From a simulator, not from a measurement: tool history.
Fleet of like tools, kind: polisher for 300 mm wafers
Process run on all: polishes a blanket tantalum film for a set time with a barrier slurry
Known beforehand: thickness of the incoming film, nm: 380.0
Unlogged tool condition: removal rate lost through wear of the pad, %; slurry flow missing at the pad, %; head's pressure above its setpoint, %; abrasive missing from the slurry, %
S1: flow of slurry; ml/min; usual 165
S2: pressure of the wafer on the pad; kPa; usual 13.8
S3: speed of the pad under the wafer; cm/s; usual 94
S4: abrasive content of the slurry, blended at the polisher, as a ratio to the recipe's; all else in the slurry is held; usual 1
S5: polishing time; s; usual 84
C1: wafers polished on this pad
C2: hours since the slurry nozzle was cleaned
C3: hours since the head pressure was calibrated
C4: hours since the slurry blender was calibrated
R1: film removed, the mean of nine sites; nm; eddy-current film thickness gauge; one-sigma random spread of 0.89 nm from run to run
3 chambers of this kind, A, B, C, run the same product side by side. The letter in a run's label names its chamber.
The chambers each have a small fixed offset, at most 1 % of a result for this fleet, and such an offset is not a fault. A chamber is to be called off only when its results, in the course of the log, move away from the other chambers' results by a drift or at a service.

run 1A hour=9.5 | S1=165 S2=13.8 S3=94 S4=1 S5=84 | C1=537 C2=304.4 C3=307.6 C4=487.8 | R1=116.77
run 2C hour=16.3 | S1=165 S2=13.8 S3=94 S4=1 S5=84 | C1=325 C2=463 C3=190.1 C4=351 | R1=117.66
-- hour=20.5 chamber A: slurry blender recalibrated
run 3B hour=24.8 | S1=165 S2=13.8 S3=94 S4=1 S5=84 | C1=179 C2=484.1 C3=226.9 C4=333.5 | R1=117.03
-- hour=25.2 chamber A: worn pad replaced by a new one
run 4B hour=38.2 | S1=165 S2=13.8 S3=94 S4=1 S5=84 | C1=263 C2=497.5 C3=240.3 C4=346.9 | R1=118.28
run 5C hour=48.5 | S1=165 S2=13.8 S3=94 S4=1 S5=84 | C1=525 C2=495.2 C3=222.3 C4=383.2 | R1=115.74
run 6A hour=58.7 | S1=165 S2=13.8 S3=94 S4=1 S5=84 | C1=208 C2=353.6 C3=356.8 C4=38.2 | R1=118.01
run 7A hour=68.5 | S1=165 S2=13.8 S3=94 S4=1 S5=84 | C1=269 C2=363.4 C3=366.6 C4=48 | R1=117.81
-- hour=71.7 chamber A: head pressure recalibrated
run 8B hour=77.4 | S1=165 S2=13.8 S3=94 S4=1 S5=84 | C1=506 C2=536.7 C3=279.5 C4=386.1 | R1=115.83
-- hour=84.6 chamber C: slurry nozzle cleaned
run 9C hour=87.5 | S1=165 S2=13.8 S3=94 S4=1 S5=84 | C1=767 C2=3 C3=261.3 C4=422.2 | R1=115.68
run 10A hour=93.9 | S1=165 S2=13.8 S3=94 S4=1.15 S5=84 | C1=426 C2=388.8 C3=22.3 C4=73.4 | R1=121.92
-- hour=95.2 chamber C: worn pad replaced by a new one
run 11B hour=102.6 | S1=165 S2=13.8 S3=94 S4=1.15 S5=84 | C1=663 C2=561.9 C3=304.7 C4=411.3 | R1=120.81
-- hour=114.6 chamber B: worn pad replaced by a new one
run 12C hour=116.8 | S1=165 S2=13.8 S3=94 S4=1.15 S5=84 | C1=134 C2=32.3 C3=290.6 C4=451.5 | R1=120.06
-- hour=120.4 chamber A: worn pad replaced by a new one
-- hour=121.5 chamber C: slurry blender recalibrated
-- hour=125.9 chamber B: slurry blender recalibrated
run 13C hour=130.8 | S1=165 S2=13.8 S3=94 S4=1 S5=84 | C1=221 C2=46.3 C3=304.6 C4=9.3 | R1=114.04
run 14B hour=138.9 | S1=165 S2=13.8 S3=94 S4=1 S5=84 | C1=151 C2=598.2 C3=341 C4=13.1 | R1=115.94
run 15A hour=146.6 | S1=165 S2=13.8 S3=94 S4=1 S5=84 | C1=163 C2=441.5 C3=75 C4=126.1 | R1=117.98
-- hour=155.6 chamber B: slurry nozzle cleaned
run 16B hour=159.4 | S1=165 S2=13.8 S3=94 S4=1 S5=84 | C1=278 C2=3.8 C3=361.5 C4=33.6 | R1=115.85
run 17A hour=167.9 | S1=165 S2=13.8 S3=94 S4=1 S5=84 | C1=295 C2=462.8 C3=96.3 C4=147.4 | R1=115.25
run 18C hour=174.4 | S1=165 S2=13.8 S3=94 S4=1 S5=84 | C1=491 C2=89.9 C3=348.2 C4=52.9 | R1=114.97
run 19A hour=185.3 | S1=165 S2=13.8 S3=94 S4=1 S5=84 | C1=403 C2=480.2 C3=113.7 C4=164.8 | R1=118.18
run 20C hour=199.9 | S1=165 S2=13.8 S3=94 S4=1 S5=84 | C1=650 C2=115.4 C3=373.7 C4=78.4 | R1=116.02
run 21B hour=207 | S1=165 S2=13.8 S3=94 S4=1 S5=84 | C1=574 C2=51.4 C3=409.1 C4=81.2 | R1=116.82
run 22B hour=219.9 | S1=165 S2=13.8 S3=94 S4=1 S5=84 | C1=654 C2=64.3 C3=422 C4=94.1 | R1=115.35
-- hour=225 chamber C: worn pad replaced by a new one
-- hour=228.3 chamber A: worn pad replaced by a new one
run 23C hour=234.3 | S1=165 S2=10.3 S3=114 S4=1 S5=84 | C1=58 C2=149.8 C3=408.1 C4=112.8 | R1=104.74
run 24A hour=241.4 | S1=165 S2=10.3 S3=114 S4=1 S5=84 | C1=81 C2=536.3 C3=169.8 C4=220.9 | R1=107.49

Which is it: a chamber that has drifted or been left off by a service, a gauge drift common to all chambers, or only each chamber's usual small offset? If a chamber is off, name it and its likeliest cause.

No chamber is off and the gauge is stable; the differences are just each chamber's small, constant offset.
